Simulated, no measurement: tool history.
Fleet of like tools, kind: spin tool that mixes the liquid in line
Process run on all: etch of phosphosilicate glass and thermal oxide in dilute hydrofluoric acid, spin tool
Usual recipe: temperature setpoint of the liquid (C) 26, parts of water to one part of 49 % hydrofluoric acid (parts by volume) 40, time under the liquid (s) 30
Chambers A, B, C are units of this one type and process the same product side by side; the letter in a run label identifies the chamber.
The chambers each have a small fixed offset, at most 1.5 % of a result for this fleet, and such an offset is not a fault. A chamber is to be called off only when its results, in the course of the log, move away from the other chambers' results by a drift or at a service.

| run | day | temperature setpoint of the liquid (C) | parts of water to one part of 49 % hydrofluoric acid (parts by volume) | time under the liquid (s) | hours since the thermometer was replaced | hours since the hydrofluoric acid flow meter was replaced | read-back film thickness of the phosphosilicate glass reference wafer, read on the same gauge (nm) | read-back film thickness of the thermal oxide reference wafer, read on the same gauge (nm) | thickness taken off the phosphosilicate glass on a monitor wafer (angstrom) | thickness taken off the thermal oxide on a monitor wafer (angstrom) |
|---|---|---|---|---|---|---|---|---|---|---|
| 1C | 0.383 | 26 | 40 | 30 | 488.5 | 1856.8 | 120 | 30.011 | 700.19 | 40.033 |
| 2B | 0.817 | 26 | 40 | 30 | 716.8 | 518.8 | 119.99 | 30.005 | 701.36 | 40.521 |
| 3A | 1.5 | 26 | 40 | 30 | 1361.1 | 698 | 120.03 | 29.983 | 691.53 | 41.513 |
| 4C | 1.908 | 26 | 40 | 30 | 525.1 | 1893.4 | 120.02 | 30 | 709.71 | 39.358 |
| 5A | 2.262 | 26 | 40 | 30 | 1379.4 | 716.3 | 120.03 | 30.015 | 699.78 | 40.629 |
| 6B | 2.712 | 21 | 40 | 15 | 762.3 | 564.3 | 120.01 | 29.997 | 284.23 | 16.507 |
|  | 3.104 | chamber C: hydrofluoric acid flow meter replaced |
| 7A | 3.138 | 21 | 40 | 15 | 1400.4 | 737.3 | 120 | 30.007 | 285.42 | 16.779 |
| 8C | 3.712 | 21 | 40 | 15 | 568.4 | 14.6 | 119.96 | 30.005 | 287.01 | 16.378 |
| 9B | 4.396 | 26 | 40 | 30 | 802.7 | 604.7 | 120 | 29.992 | 694.43 | 39.629 |
| 10C | 4.979 | 26 | 40 | 30 | 598.8 | 45 | 119.98 | 29.977 | 701.17 | 40.026 |
| 11A | 5.308 | 26 | 40 | 30 | 1452.5 | 789.4 | 119.97 | 29.989 | 708.1 | 40.695 |
| 12B | 5.833 | 26 | 40 | 30 | 837.2 | 639.2 | 120.05 | 29.978 | 689.59 | 40.052 |
| 13C | 6.221 | 26 | 40 | 30 | 628.6 | 74.8 | 119.99 | 30.006 | 695.52 | 40.518 |
| 14A | 6.721 | 26 | 40 | 30 | 1486.4 | 823.3 | 120.03 | 29.999 | 704.4 | 40.974 |
| 15B | 7.246 | 26 | 40 | 30 | 871.1 | 673.1 | 119.99 | 30 | 696.64 | 40.195 |
| 16C | 7.867 | 26 | 40 | 30 | 668.1 | 114.3 | 120 | 30.004 | 704.11 | 40.268 |
| 17B | 8.312 | 26 | 40 | 30 | 896.7 | 698.7 | 120 | 30.013 | 698.85 | 40.437 |
| 18A | 8.825 | 26 | 40 | 30 | 1536.9 | 873.8 | 119.97 | 29.987 | 699.77 | 40.925 |
| 19B | 9.267 | 26 | 40 | 30 | 919.6 | 721.6 | 120 | 29.999 | 688.25 | 40.023 |
| 20C | 9.675 | 26 | 40 | 30 | 711.5 | 157.7 | 119.98 | 29.986 | 703.42 | 40.024 |
| 21A | 10.208 | 26 | 40 | 30 | 1570.1 | 907 | 119.99 | 30.027 | 707.24 | 41.021 |
| 22B | 10.512 | 26 | 40 | 30 | 949.5 | 751.5 | 120.02 | 29.999 | 689.52 | 40.254 |
| 23A | 10.875 | 26 | 40 | 30 | 1586.1 | 923 | 120.01 | 29.991 | 701.62 | 41.217 |
| 24C | 11.312 | 26 | 40 | 30 | 750.8 | 197 | 120.02 | 30.012 | 701.23 | 39.338 |
| 25C | 11.933 | 26 | 40 | 30 | 765.7 | 211.9 | 119.97 | 30.015 | 699.22 | 40.071 |
| 26A | 12.558 | 26 | 40 | 30 | 1626.5 | 963.4 | 119.99 | 29.973 | 701.77 | 41.348 |

Each of the 3 chambers runs these same settings next. Fill in every chamber's results:
| 27A | 13.054 | 26 | 40 | 30 |  |  |  |  | ? | ? |
| 27B | 13.054 | 26 | 40 | 30 |  |  |  |  | ? | ? |
| 27C | 13.054 | 26 | 40 | 30 |  |  |  |  | ? | ? |

| run | thickness taken off the phosphosilicate glass on a monitor wafer (angstrom) | thickness taken off the thermal oxide on a monitor wafer (angstrom) |
|---|---|---|
| 27A | 703.23 | 41.016 |
| 27B | 694.41 | 39.762 |
| 27C | 706.4 | 39.829 |

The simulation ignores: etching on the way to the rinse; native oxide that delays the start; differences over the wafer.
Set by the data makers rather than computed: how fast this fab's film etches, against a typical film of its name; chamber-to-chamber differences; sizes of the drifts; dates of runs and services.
